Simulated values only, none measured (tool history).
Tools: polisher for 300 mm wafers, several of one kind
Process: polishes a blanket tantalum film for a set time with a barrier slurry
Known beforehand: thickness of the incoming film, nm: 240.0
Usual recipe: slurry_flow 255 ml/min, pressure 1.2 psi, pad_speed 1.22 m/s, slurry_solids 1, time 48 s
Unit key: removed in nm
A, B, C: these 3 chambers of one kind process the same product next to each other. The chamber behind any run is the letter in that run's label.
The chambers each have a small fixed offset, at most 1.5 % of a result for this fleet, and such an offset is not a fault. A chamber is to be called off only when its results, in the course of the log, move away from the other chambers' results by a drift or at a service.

run   hour  slurry_flow  pressure  pad_speed  slurry_solids  time  removed
       0.3  -- chamber B: worn pad replaced by a new one
       1.6  -- chamber C: worn pad replaced by a new one
 1A    6.7          255       1.2       1.22              1    48   58.775
 2B   13.4          255       1.2       1.22              1    48   60.808
      13.8  -- chamber A: worn pad replaced by a new one
 3C   21.1          255       1.2       1.22              1    48   57.510
 4A   26.5          255       1.2       1.22              1    48   57.274
 5C   33.8          255       1.2       1.22              1    48   57.160
 6B   38.5          255       1.2       1.22              1    48   58.474
      39.5  -- chamber C: worn pad replaced by a new one
      43.7  -- chamber A: slurry blender recalibrated
 7A   47.2          310       1.3       1.22              1    48   63.221
      51.3  -- chamber A: head pressure recalibrated
 8C   55.5          310       1.3       1.22              1    48   63.902
      55.7  -- chamber B: worn pad replaced by a new one
      59.6  -- chamber B: slurry blender recalibrated
 9B   61.2          310       1.3       1.22              1    48   65.160
      63.1  -- chamber A: worn pad replaced by a new one
10A   68.1          255       1.2       1.22              1    48   56.488
11C   77.1          255       1.2       1.22              1    48   57.569
12B   84.4          340       1.2       1.22              1    53   67.126
      89.2  -- chamber C: worn pad replaced by a new one
13A   94.4          340       1.2       1.22              1    53   66.478
14C  101.3          340       1.2       1.22              1    53   65.791
15B  107.1          320       1.2       0.98              1    48   47.220
     109.1  -- chamber A: worn pad replaced by a new one
16A  112.5          320       1.2       0.98              1    48   48.681
17C  117.3          320       1.2       0.98              1    48   46.777
     119.9  -- chamber B: worn pad replaced by a new one
18B  123.2          280       1.2       1.22              1    48   58.969
     128.7  -- chamber C: worn pad replaced by a new one
19B  133.2          280       1.2       1.22              1    48   60.475
     134.9  -- chamber A: slurry nozzle cleaned
20A  143.4          280       1.2       1.22              1    48   59.193
21C  148.9          285       1.2       1.46              1    48   68.730
     154.8  -- chamber A: worn pad replaced by a new one
22A  155.7          285       1.2       1.46              1    48   69.922
23B  165.8          285       1.2       1.46              1    48   72.092
     168.0  -- chamber A: slurry blender recalibrated
24C  170.7          255       1.2       1.22              1    48   55.358
     174.0  -- chamber C: worn pad replaced by a new one
25C  176.7          255       1.2       1.22              1    48   56.074
     179.4  -- chamber B: worn pad replaced by a new one
26B  185.8          255       1.2       1.22              1    48   60.936
27A  190.7          255       1.2       1.22              1    48   57.372
28A  198.3          255       1.2       1.22              1    48   57.987
29B  208.5          255       1.2       1.22              1    48   61.806
30C  217.5          255       1.2       1.22              1    48   52.517

Does one chamber stand apart from the rest, does the shared gauge drift, or is all well apart from small per-chamber offsets? Give the chamber and the most likely cause, where there is one.

Chamber C drifts away from the others.
What lies behind it: abrasive missing from the slurry, % = 24.1.
With only this log, it may be confused with: head's pressure below its setpoint, %.

Here are 4 candidates for chamber C's next run, each the usual settings with a change, their results left as question marks. Which one brings its results back in line with what the others give on the usual settings?
Counts as in line when no further than this from what the other chambers average on the usual settings: removed 3.000 nm
31C-1  224.9          255       1.1       1.22           0.95    48        ?
31C-2  224.9          255       1.3       1.30           1.00    51        ?
31C-3  224.9          255       1.2       1.28           1.00    50        ?
31C-4  224.9          250       1.2       1.22           0.95    41        ?

The mean the other chambers reach with the usual settings: removed 58.906 nm
  run  removed
31C-1   47.842
31C-2   64.965
31C-3   57.953
31C-4   44.438
Change 31C-3 lands the chamber within the allowed miss of the other chambers.
